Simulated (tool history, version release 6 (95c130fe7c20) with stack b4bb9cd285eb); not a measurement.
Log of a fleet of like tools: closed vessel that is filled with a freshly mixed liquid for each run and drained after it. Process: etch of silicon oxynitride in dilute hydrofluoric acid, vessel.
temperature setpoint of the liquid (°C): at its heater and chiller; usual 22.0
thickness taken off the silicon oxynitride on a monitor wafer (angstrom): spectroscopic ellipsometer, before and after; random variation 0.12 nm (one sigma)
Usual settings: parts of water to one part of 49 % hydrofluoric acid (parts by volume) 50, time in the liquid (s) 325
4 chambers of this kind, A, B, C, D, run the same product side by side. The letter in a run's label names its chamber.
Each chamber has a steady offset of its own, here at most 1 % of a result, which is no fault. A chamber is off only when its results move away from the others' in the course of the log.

| run | hour | temperature setpoint of the liquid (°C) | parts of water to one part of 49 % hydrofluoric acid (parts by volume) | time in the liquid (s) | hours since the thermometer was replaced | hours since the hydrofluoric acid flow meter was replaced | read-back film thickness of the silicon oxynitride reference wafer, read on the same gauge (nm) | thickness taken off the silicon oxynitride on a monitor wafer (angstrom) |
|---|---|---|---|---|---|---|---|---|
| 1D | 7.3 | 22.0 | 50 | 325 | 1332.8 | 444.4 | 89.957 | 166.950 |
|  | 10.5 | chamber B: hydrofluoric acid flow meter replaced |
| 2B | 12.4 | 22.0 | 50 | 325 | 614.4 | 1.9 | 90.012 | 163.700 |
| 3A | 23.2 | 22.0 | 50 | 325 | 974.0 | 420.6 | 89.999 | 162.640 |
| 4C | 28.6 | 22.0 | 50 | 325 | 415.6 | 468.8 | 90.007 | 165.690 |
| 5C | 37.6 | 22.0 | 50 | 325 | 424.6 | 477.8 | 89.975 | 164.490 |
| 6D | 44.4 | 22.0 | 50 | 325 | 1369.9 | 481.5 | 89.971 | 164.630 |
| 7A | 53.7 | 22.0 | 50 | 325 | 1004.5 | 451.1 | 89.982 | 163.810 |
| 8B | 64.1 | 22.0 | 65 | 325 | 666.1 | 53.6 | 89.993 | 125.240 |
| 9B | 72.2 | 22.0 | 65 | 325 | 674.2 | 61.7 | 90.021 | 127.010 |
| 10C | 78.1 | 22.0 | 65 | 325 | 465.1 | 518.3 | 90.024 | 126.870 |
|  | 80.2 | chamber A: thermometer replaced |
| 11D | 85.0 | 22.0 | 65 | 325 | 1410.5 | 522.1 | 89.981 | 127.130 |
| 12A | 94.3 | 22.0 | 50 | 325 | 14.1 | 491.7 | 89.999 | 164.700 |
| 13C | 105.3 | 22.0 | 50 | 325 | 492.3 | 545.5 | 89.990 | 163.360 |
| 14A | 111.3 | 22.0 | 50 | 325 | 31.1 | 508.7 | 90.042 | 163.190 |
| 15B | 120.4 | 22.0 | 50 | 325 | 722.4 | 109.9 | 90.009 | 169.940 |
| 16D | 127.7 | 22.0 | 25 | 325 | 1453.2 | 564.8 | 89.972 | 342.970 |
| 17C | 136.2 | 22.0 | 25 | 325 | 523.2 | 576.4 | 90.013 | 326.540 |
| 18D | 142.5 | 22.0 | 25 | 325 | 1468.0 | 579.6 | 89.970 | 342.500 |
| 19A | 147.5 | 22.0 | 25 | 325 | 67.3 | 544.9 | 90.035 | 332.930 |
| 20B | 156.0 | 22.0 | 50 | 325 | 758.0 | 145.5 | 89.996 | 175.940 |
| 21A | 166.7 | 19.0 | 50 | 225 | 86.5 | 564.1 | 89.980 | 97.299 |
| 22C | 174.5 | 19.0 | 50 | 225 | 561.5 | 614.7 | 89.968 | 96.129 |
| 23B | 183.7 | 19.0 | 50 | 225 | 785.7 | 173.2 | 90.032 | 105.780 |
| 24D | 194.3 | 19.0 | 50 | 225 | 1519.8 | 631.4 | 90.021 | 98.742 |
| 25B | 199.9 | 22.0 | 50 | 325 | 801.9 | 189.4 | 89.964 | 177.550 |
| 26C | 207.0 | 22.0 | 50 | 325 | 594.0 | 647.2 | 89.960 | 165.220 |
| 27A | 213.8 | 22.0 | 50 | 325 | 133.6 | 611.2 | 89.936 | 165.860 |
| 28D | 219.6 | 22.0 | 50 | 325 | 1545.1 | 656.7 | 90.010 | 164.180 |
| 29A | 226.4 | 22.0 | 50 | 325 | 146.2 | 623.8 | 89.971 | 162.440 |
| 30D | 235.7 | 22.0 | 50 | 395 | 1561.2 | 672.8 | 89.996 | 200.370 |

Is one chamber off against the others, does the gauge drift, or is nothing wrong? If a chamber is off, say which, and what the likeliest cause is.

Chamber B drifts away from the others.
Cause: liquid hotter than its thermometer reads (K) = 2.12.
The log may not tell that from: hydrofluoric acid flow above the setpoint (%).

Here are 4 candidates for chamber B's next run, each the usual settings with a change, their results left as question marks. Which one brings its results back in line with what the others give on the usual settings?
In line means no further than this from the other chambers' mean on the usual settings: thickness taken off the silicon oxynitride on a monitor wafer (angstrom) 4.100
| 31B-1 | 243.8 | 21.5 | 50 | 300 |  |  |  | ? |
| 31B-2 | 243.8 | 22.0 | 50 | 310 |  |  |  | ? |
| 31B-3 | 243.8 | 22.0 | 50 | 360 |  |  |  | ? |
| 31B-4 | 243.8 | 22.0 | 50 | 340 |  |  |  | ? |

The other chambers' mean on the usual settings: thickness taken off the silicon oxynitride on a monitor wafer (angstrom) 164.540
| run | thickness taken off the silicon oxynitride on a monitor wafer (angstrom) |
|---|---|
| 31B-1 | 165.050 |
| 31B-2 | 174.680 |
| 31B-3 | 202.860 |
| 31B-4 | 191.590 |
31B-1 brings the chamber back in line.
